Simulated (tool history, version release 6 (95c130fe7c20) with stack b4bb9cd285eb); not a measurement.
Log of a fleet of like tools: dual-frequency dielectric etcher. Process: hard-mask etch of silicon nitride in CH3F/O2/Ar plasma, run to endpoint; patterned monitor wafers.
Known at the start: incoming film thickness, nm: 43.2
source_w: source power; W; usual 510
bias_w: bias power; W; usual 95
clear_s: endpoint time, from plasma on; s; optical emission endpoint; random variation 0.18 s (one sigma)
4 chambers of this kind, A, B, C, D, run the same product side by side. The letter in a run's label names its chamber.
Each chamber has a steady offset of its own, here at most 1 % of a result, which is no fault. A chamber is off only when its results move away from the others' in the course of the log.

{"run": "1D", "hour": 6.2, "source_w": 510, "bias_w": 95, "clear_s": 51.825}
{"run": "2A", "hour": 11.5, "source_w": 510, "bias_w": 95, "clear_s": 51.708}
{"run": "3C", "hour": 15.7, "source_w": 510, "bias_w": 95, "clear_s": 52.146}
{"run": "4B", "hour": 20.3, "source_w": 510, "bias_w": 95, "clear_s": 51.889}
{"run": "5C", "hour": 28.5, "source_w": 510, "bias_w": 95, "clear_s": 51.77}
{"run": "6A", "hour": 35.5, "source_w": 510, "bias_w": 95, "clear_s": 52.18}
{"run": "7D", "hour": 41.4, "source_w": 510, "bias_w": 95, "clear_s": 51.607}
{"run": "8B", "hour": 48.9, "source_w": 510, "bias_w": 95, "clear_s": 51.79}
{"run": "9C", "hour": 56.9, "source_w": 390, "bias_w": 95, "clear_s": 57.21}
{"run": "10A", "hour": 62.1, "source_w": 390, "bias_w": 95, "clear_s": 57.807}
{"run": "11B", "hour": 67.7, "source_w": 390, "bias_w": 95, "clear_s": 57.412}
{"run": "12D", "hour": 72.1, "source_w": 390, "bias_w": 95, "clear_s": 56.246}
{"run": "13A", "hour": 80.3, "source_w": 510, "bias_w": 95, "clear_s": 51.906}
{"run": "14B", "hour": 88.1, "source_w": 510, "bias_w": 95, "clear_s": 51.682}
{"run": "15C", "hour": 93.1, "source_w": 630, "bias_w": 79, "clear_s": 51.131}
{"run": "16D", "hour": 101.4, "source_w": 630, "bias_w": 79, "clear_s": 50.392}
{"run": "17A", "hour": 107.9, "source_w": 630, "bias_w": 79, "clear_s": 50.817}
{"run": "18C", "hour": 114.6, "source_w": 630, "bias_w": 79, "clear_s": 51.259}
{"run": "19D", "hour": 121.0, "source_w": 610, "bias_w": 95, "clear_s": 47.873}
{"run": "20B", "hour": 127.4, "source_w": 610, "bias_w": 95, "clear_s": 48.317}
{"run": "21A", "hour": 132.2, "source_w": 610, "bias_w": 95, "clear_s": 48.455}
{"run": "22C", "hour": 139.4, "source_w": 610, "bias_w": 95, "clear_s": 48.638}
{"run": "23D", "hour": 147.6, "source_w": 510, "bias_w": 95, "clear_s": 51.089}
{"run": "24B", "hour": 151.7, "source_w": 510, "bias_w": 95, "clear_s": 51.926}
{"run": "25C", "hour": 158.5, "source_w": 510, "bias_w": 95, "clear_s": 51.891}
{"hour": 165.3, "done": "chamber C: wet clean of the chamber"}
{"run": "26D", "hour": 167.2, "source_w": 440, "bias_w": 95, "clear_s": 53.778}
{"run": "27A", "hour": 172.7, "source_w": 440, "bias_w": 95, "clear_s": 54.943}
{"run": "28B", "hour": 178.7, "source_w": 440, "bias_w": 95, "clear_s": 54.412}
{"run": "29D", "hour": 183.0, "source_w": 440, "bias_w": 95, "clear_s": 53.621}
{"run": "30C", "hour": 191.9, "source_w": 510, "bias_w": 95, "clear_s": 52.462}
{"run": "31A", "hour": 197.4, "source_w": 510, "bias_w": 95, "clear_s": 51.973}
{"run": "32B", "hour": 205.2, "source_w": 510, "bias_w": 73, "clear_s": 56.445}
{"run": "33C", "hour": 213.3, "source_w": 510, "bias_w": 73, "clear_s": 57.271}
{"run": "34B", "hour": 218.8, "source_w": 510, "bias_w": 73, "clear_s": 56.473}
{"run": "35D", "hour": 223.9, "source_w": 510, "bias_w": 73, "clear_s": 54.974}
{"run": "36A", "hour": 232.2, "source_w": 510, "bias_w": 95, "clear_s": 52.15}
{"run": "37C", "hour": 238.8, "source_w": 510, "bias_w": 95, "clear_s": 52.13}
{"hour": 243.6, "done": "chamber A: wet clean of the chamber"}
{"run": "38A", "hour": 245.8, "source_w": 400, "bias_w": 109, "clear_s": 54.226}
{"run": "39B", "hour": 254.0, "source_w": 400, "bias_w": 109, "clear_s": 53.901}
{"run": "40D", "hour": 258.0, "source_w": 400, "bias_w": 109, "clear_s": 52.491}
{"run": "41D", "hour": 265.9, "source_w": 400, "bias_w": 109, "clear_s": 52.319}
{"run": "42B", "hour": 274.9, "source_w": 510, "bias_w": 95, "clear_s": 51.463}
{"run": "43A", "hour": 279.9, "source_w": 510, "bias_w": 95, "clear_s": 51.993}

All 4 chambers run these settings next. Forecast each chamber's results:
{"run": "44A", "hour": 286.4, "source_w": 410, "bias_w": 95, "clear_s": "?"}
{"run": "44B", "hour": 286.4, "source_w": 410, "bias_w": 95, "clear_s": "?"}
{"run": "44C", "hour": 286.4, "source_w": 410, "bias_w": 95, "clear_s": "?"}
{"run": "44D", "hour": 286.4, "source_w": 410, "bias_w": 95, "clear_s": "?"}

run=44A clear_s=56.442
run=44B clear_s=55.938
run=44C clear_s=56.472
run=44D clear_s=54.302
